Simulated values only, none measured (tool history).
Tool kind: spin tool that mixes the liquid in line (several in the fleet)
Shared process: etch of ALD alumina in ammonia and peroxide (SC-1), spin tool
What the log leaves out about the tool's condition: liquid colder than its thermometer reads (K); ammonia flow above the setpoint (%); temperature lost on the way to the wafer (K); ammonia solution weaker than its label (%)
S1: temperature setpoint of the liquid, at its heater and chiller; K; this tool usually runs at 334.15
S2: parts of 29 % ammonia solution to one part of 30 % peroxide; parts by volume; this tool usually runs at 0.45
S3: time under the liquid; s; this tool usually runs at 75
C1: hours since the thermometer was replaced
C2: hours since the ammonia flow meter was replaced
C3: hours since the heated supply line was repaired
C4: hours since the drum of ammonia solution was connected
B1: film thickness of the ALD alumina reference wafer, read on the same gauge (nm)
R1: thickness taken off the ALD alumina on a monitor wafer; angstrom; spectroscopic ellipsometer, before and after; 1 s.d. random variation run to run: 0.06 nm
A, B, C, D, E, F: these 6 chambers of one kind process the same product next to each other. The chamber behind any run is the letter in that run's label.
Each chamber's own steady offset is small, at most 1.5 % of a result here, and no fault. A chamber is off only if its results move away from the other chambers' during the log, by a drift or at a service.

run	hour	S1	S2	S3	C1	C2	C3	C4	B1	R1
1E	10.0	334.15	0.45	75	443.9	424.6	128.4	877.2	89.966	63.263
2C	19.8	334.15	0.45	75	653.2	358.3	1056.0	163.7	89.997	62.875
3F	31.2	334.15	0.45	75	713.7	494.1	456.2	1021.5	89.984	63.755
4B	37.9	334.15	0.45	75	2448.4	59.5	1165.3	1075.1	89.990	63.657
# hour 41.7: chamber B: new drum of ammonia solution connected
5A	51.8	334.15	0.45	75	1187.7	480.3	679.3	692.6	89.984	63.740
# hour 54.8: chamber A: ammonia flow meter replaced
6D	62.2	334.15	0.45	75	1968.5	1165.7	1096.6	549.9	89.944	63.882
7A	73.8	334.15	0.45	75	1209.7	19.1	701.3	714.6	89.992	63.530
8B	86.6	334.15	0.45	75	2497.1	108.2	1214.0	45.0	90.004	63.701
# hour 91.8: chamber F: new drum of ammonia solution connected
9E	99.8	334.15	0.45	75	533.7	514.4	218.2	967.0	90.025	63.222
10F	106.2	341.65	0.50	75	788.7	569.1	531.2	14.4	90.027	93.201
11D	119.9	341.65	0.50	75	2026.2	1223.4	1154.3	607.6	89.992	93.695
# hour 123.5: chamber A: new drum of ammonia solution connected
12C	132.4	341.65	0.50	75	765.8	470.9	1168.6	276.3	89.970	91.429
13E	140.6	341.65	0.50	75	574.5	555.2	259.0	1007.8	89.979	94.110
# hour 150.8: chamber B: thermometer replaced
14C	151.9	341.65	0.50	75	785.3	490.4	1188.1	295.8	89.999	93.260
15B	160.8	341.65	0.50	75	10.0	182.4	1288.2	119.2	89.967	94.137
16A	170.7	334.15	0.45	75	1306.6	116.0	798.2	47.2	90.015	63.169
17D	181.8	334.15	0.45	75	2088.1	1285.3	1216.2	669.5	89.999	63.953
18F	192.5	334.15	0.45	75	875.0	655.4	617.5	100.7	90.005	64.438
19E	204.1	334.15	0.45	75	638.0	618.7	322.5	1071.3	89.943	63.920
# hour 216.1: chamber F: thermometer replaced
20A	216.4	334.15	0.45	75	1352.3	161.7	843.9	92.9	90.011	63.105
21D	228.7	334.15	0.45	75	2135.0	1332.2	1263.1	716.4	89.989	65.725
22B	239.1	334.15	0.45	75	88.3	260.7	1366.5	197.5	90.025	62.495
23F	252.7	334.15	0.45	75	36.7	715.6	677.7	160.9	89.959	63.969
# hour 256.9: chamber C: heated supply line repaired
24C	264.0	334.15	0.45	75	897.4	602.5	7.2	407.9	90.029	63.353
25F	273.4	334.15	0.45	75	57.4	736.3	698.4	181.6	89.996	64.282
# hour 278.6: chamber E: ammonia flow meter replaced
26C	287.4	334.15	0.45	75	920.8	625.9	30.6	431.3	89.998	62.566
27B	295.0	334.15	0.45	75	144.2	316.6	1422.4	253.4	89.991	61.693
28A	305.5	334.15	0.45	75	1441.4	250.8	933.0	182.0	90.015	63.974
29E	312.9	334.15	0.45	75	746.8	34.4	431.3	1180.1	90.027	63.835
# hour 313.7: chamber E: new drum of ammonia solution connected
30D	324.1	334.15	0.45	75	2230.4	1427.6	1358.5	811.8	90.012	63.904
31A	337.5	334.15	0.45	75	1473.4	282.8	965.0	214.0	89.989	63.275
32F	348.7	334.15	0.45	75	132.7	811.6	773.7	256.9	90.009	64.497
# hour 349.5: chamber C: new drum of ammonia solution connected
33C	356.2	334.15	0.45	75	989.6	694.7	99.4	6.8	90.015	63.664
34D	368.7	334.15	0.45	75	2275.0	1472.2	1403.1	856.4	89.978	64.742
35B	377.0	334.15	0.45	115	226.2	398.6	1504.4	335.4	90.003	92.476
36E	390.7	334.15	0.45	115	824.6	112.2	509.1	77.0	90.012	95.137
37A	402.4	334.15	0.45	115	1538.3	347.7	1029.9	278.9	89.980	96.560
38D	414.7	334.15	0.45	115	2321.0	1518.2	1449.1	902.4	89.974	97.277
39B	428.4	334.15	0.45	115	277.6	450.0	1555.8	386.8	89.986	92.604
40F	435.5	334.15	0.45	115	219.5	898.4	860.5	343.7	89.984	99.147
41E	443.3	334.15	0.40	105	877.2	164.8	561.7	129.6	89.996	87.471
42C	453.0	334.15	0.40	105	1086.4	791.5	196.2	103.6	89.995	88.078
43B	460.0	334.15	0.40	105	309.2	481.6	1587.4	418.4	90.009	80.503

For the next run the whole fleet of 6 chambers uses the same settings. Give each chamber's results:
44A	470.0	334.15	0.45	115						?
44B	470.0	334.15	0.45	115						?
44C	470.0	334.15	0.45	115						?
44D	470.0	334.15	0.45	115						?
44E	470.0	334.15	0.45	115						?
44F	470.0	334.15	0.45	115						?

run	R1
44A	97.764
44B	90.175
44C	95.896
44D	98.867
44E	97.954
44F	98.096
